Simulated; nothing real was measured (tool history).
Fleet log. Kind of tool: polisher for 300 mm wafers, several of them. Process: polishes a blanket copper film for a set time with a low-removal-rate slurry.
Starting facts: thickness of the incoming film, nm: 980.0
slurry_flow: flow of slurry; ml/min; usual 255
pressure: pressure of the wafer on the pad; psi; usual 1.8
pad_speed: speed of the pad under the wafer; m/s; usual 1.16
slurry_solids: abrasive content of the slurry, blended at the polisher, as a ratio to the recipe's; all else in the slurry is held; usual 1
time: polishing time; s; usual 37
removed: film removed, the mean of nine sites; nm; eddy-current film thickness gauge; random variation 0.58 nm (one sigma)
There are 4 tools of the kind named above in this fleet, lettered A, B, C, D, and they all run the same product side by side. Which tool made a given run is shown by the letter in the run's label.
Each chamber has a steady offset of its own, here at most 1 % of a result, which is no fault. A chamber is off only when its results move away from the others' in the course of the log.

run	hour	slurry_flow	pressure	pad_speed	slurry_solids	time	removed
1D	10.3	255	1.8	1.16	1	37	93.165
# hour 13: chamber B: slurry blender recalibrated
2C	25.1	255	1.8	1.16	1	37	94.193
# hour 28.6: chamber A: worn pad replaced by a new one
3A	34.9	255	1.8	1.16	1	37	92.45
4B	42.4	255	1.8	1.16	1	37	93.544
# hour 52.5: chamber D: slurry nozzle cleaned
5D	54.9	255	1.8	1.16	1	37	92.658
# hour 56.8: chamber B: worn pad replaced by a new one
# hour 63.5: chamber C: slurry blender recalibrated
# hour 64.4: chamber C: worn pad replaced by a new one
# hour 67.3: chamber B: slurry nozzle cleaned
6C	69.3	255	1.8	1.16	1	37	93.91
# hour 74.4: chamber D: worn pad replaced by a new one
7B	81.7	255	1.8	0.94	1	37	75.703
# hour 85.1: chamber A: head pressure recalibrated
8A	89.8	255	1.8	0.94	1	37	69.164
# hour 99.5: chamber A: slurry nozzle cleaned
9A	104.3	255	1.8	0.94	1	37	69.858
10C	113.1	255	1.8	0.94	1	37	74.913
# hour 119.9: chamber A: worn pad replaced by a new one
11B	123.4	255	1.8	1.16	1	37	93.208
12D	131.3	255	1.8	1.16	1	37	93.32
# hour 144.5: chamber B: worn pad replaced by a new one
13B	145.4	340	1.8	1.16	1	37	95.75
# hour 145.6: chamber B: slurry blender recalibrated
14C	157.1	340	1.8	1.16	1	37	96.885
# hour 159.5: chamber C: worn pad replaced by a new one
15A	167.3	340	1.8	1.16	1	37	88.649
16D	181.1	340	1.8	1.16	1	37	94.931
# hour 183.2: chamber A: slurry blender recalibrated
# hour 188.1: chamber D: worn pad replaced by a new one
17D	189.1	255	1.8	1.16	1	37	92.583
18A	197.3	255	1.8	1.16	1	37	85.964
19B	210	255	1.8	1.16	1	37	92.994
20C	217	255	1.8	1.16	1	37	93.814
# hour 217.7: chamber B: worn pad replaced by a new one
21D	223.6	255	1.3	1.16	1	37	67.692
# hour 228.1: chamber A: worn pad replaced by a new one
22C	237	255	1.3	1.16	1	37	67.423
# hour 238.3: chamber D: slurry blender recalibrated
23A	251.5	255	1.3	1.16	1	37	62.343
24B	258.7	255	1.3	1.16	1	37	67.222
# hour 270.7: chamber C: worn pad replaced by a new one
25D	271.5	255	1.8	1.16	1	37	93.085
26C	281.3	255	1.8	1.16	1	37	93.447

One chamber off, gauge drift, or nothing amiss beyond the chambers' own small offsets? If it is a chamber, which one, and what is the likeliest cause?

A service on chamber A put it out of line with the rest.
Likeliest cause: head's pressure below its setpoint, % = 7.59.

Which of the 4 candidates below, each the usual settings with something changed and its results left as question marks, puts chamber A back in line with what the other chambers give on the usual settings?
To be in line, a result may differ from the other chambers' mean on the usual settings by at most: removed 2 nm
27A-1	291.9	255	1.8	1.12	1	37	?
27A-2	291.9	255	1.9	1.16	1	38	?
27A-3	291.9	255	1.8	1.16	1	34	?
27A-4	291.9	255	1.8	1.2	1	37	?

The mean the other chambers reach with the usual settings: removed 93.281 nm
run	removed
27A-1	83.423
27A-2	93.7
27A-3	79.44
27A-4	89.475
27A-2 is the one that brings the chamber's results back in line with the other chambers.
